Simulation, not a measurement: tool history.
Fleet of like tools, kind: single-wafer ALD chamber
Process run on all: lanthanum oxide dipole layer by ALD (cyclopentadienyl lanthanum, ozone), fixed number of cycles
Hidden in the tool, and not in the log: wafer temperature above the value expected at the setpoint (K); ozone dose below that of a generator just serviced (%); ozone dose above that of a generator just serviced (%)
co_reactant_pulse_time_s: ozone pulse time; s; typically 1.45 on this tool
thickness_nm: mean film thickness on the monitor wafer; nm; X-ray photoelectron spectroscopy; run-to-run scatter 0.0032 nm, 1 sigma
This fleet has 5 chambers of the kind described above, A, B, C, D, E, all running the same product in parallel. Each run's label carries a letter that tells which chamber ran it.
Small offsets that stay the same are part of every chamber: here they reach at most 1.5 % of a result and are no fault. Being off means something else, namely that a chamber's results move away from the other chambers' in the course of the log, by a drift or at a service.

| run | hour | co_reactant_pulse_time_s | hours since the last thermocouple change | hours since the last ozone generator service | read-back reference wafer on the same gauge, thickness_nm | thickness_nm |
|---|---|---|---|---|---|---|
| 1D | 6 | 1.45 | 340.8 | 738.9 | 0.50694 | 0.54805 |
| 2B | 14.6 | 1.45 | 1122.5 | 289.2 | 0.50767 | 0.54066 |
| 3E | 22.5 | 1.45 | 1400.6 | 379.1 | 0.50695 | 0.54697 |
| 4C | 31.8 | 1.45 | 1736.1 | 85.7 | 0.50705 | 0.54108 |
| 5A | 41.6 | 1.98 | 813.6 | 309.2 | 0.50649 | 0.56893 |
| 6B | 47.6 | 1.98 | 1155.5 | 322.2 | 0.50654 | 0.56426 |
| 7A | 55.5 | 1.98 | 827.5 | 323.1 | 0.50708 | 0.56651 |
| 8D | 62.1 | 1.98 | 396.9 | 795 | 0.50687 | 0.56648 |
| 9C | 68.9 | 1.98 | 1773.2 | 122.8 | 0.50682 | 0.56462 |
| 10E | 75.8 | 1.45 | 1453.9 | 432.4 | 0.50627 | 0.54901 |
| 11B | 82.5 | 1.45 | 1190.4 | 357.1 | 0.50667 | 0.54329 |
| 12E | 88.9 | 1.82 | 1467 | 445.5 | 0.50702 | 0.56702 |
| 13D | 97 | 1.82 | 431.8 | 829.9 | 0.50614 | 0.56339 |
| 14C | 105.2 | 1.82 | 1809.5 | 159.1 | 0.50647 | 0.55896 |
| 15A | 112.9 | 1.82 | 884.9 | 380.5 | 0.50709 | 0.56204 |
| 16E | 120 | 1.82 | 1498.1 | 476.6 | 0.50683 | 0.56744 |
| 17C | 125.8 | 1.45 | 1830.1 | 179.7 | 0.50737 | 0.54361 |
| 18A | 130.3 | 1.45 | 902.3 | 397.9 | 0.50718 | 0.54559 |
| 19B | 140.4 | 1.98 | 1248.3 | 415 | 0.50734 | 0.5671 |
| 20D | 147.7 | 1.98 | 482.5 | 880.6 | 0.50706 | 0.56565 |
| 21D | 157.2 | 1.98 | 492 | 890.1 | 0.50664 | 0.56724 |
|  | 162.3 | chamber B: thermocouple changed; heater temperature recalibrated |
| 22A | 163.5 | 1.98 | 935.5 | 431.1 | 0.50687 | 0.57096 |
| 23B | 171.3 | 1.98 | 9 | 445.9 | 0.50756 | 0.55769 |
| 24E | 180.1 | 1.45 | 1558.2 | 536.7 | 0.50698 | 0.54889 |
| 25C | 187.3 | 1.45 | 1891.6 | 241.2 | 0.50728 | 0.54281 |
| 26C | 196.5 | 1.45 | 1900.8 | 250.4 | 0.5071 | 0.53572 |
| 27A | 201 | 1.45 | 973 | 468.6 | 0.50614 | 0.54414 |
| 28B | 206.6 | 1.45 | 44.3 | 481.2 | 0.50663 | 0.54226 |
| 29E | 211.2 | 1.45 | 1589.3 | 567.8 | 0.50692 | 0.55289 |
|  | 217.1 | chamber E: ozone generator serviced |
| 30D | 219.1 | 1.45 | 553.9 | 952 | 0.50739 | 0.54463 |
| 31D | 229.2 | 1.45 | 564 | 962.1 | 0.5072 | 0.55023 |
| 32A | 234.7 | 1.45 | 1006.7 | 502.3 | 0.50764 | 0.54689 |
| 33E | 244.4 | 1.45 | 1622.5 | 27.3 | 0.50714 | 0.54321 |
| 34B | 254.3 | 1.45 | 92 | 528.9 | 0.50635 | 0.53726 |

Each of the 5 chambers runs these same settings next. Fill in every chamber's results:
| 35A | 261.6 | 0.97 |  |  |  | ? |
| 35B | 261.6 | 0.97 |  |  |  | ? |
| 35C | 261.6 | 0.97 |  |  |  | ? |
| 35D | 261.6 | 0.97 |  |  |  | ? |
| 35E | 261.6 | 0.97 |  |  |  | ? |

| run | thickness_nm |
|---|---|
| 35A | 0.49024 |
| 35B | 0.48769 |
| 35C | 0.49594 |
| 35D | 0.49909 |
| 35E | 0.4952 |
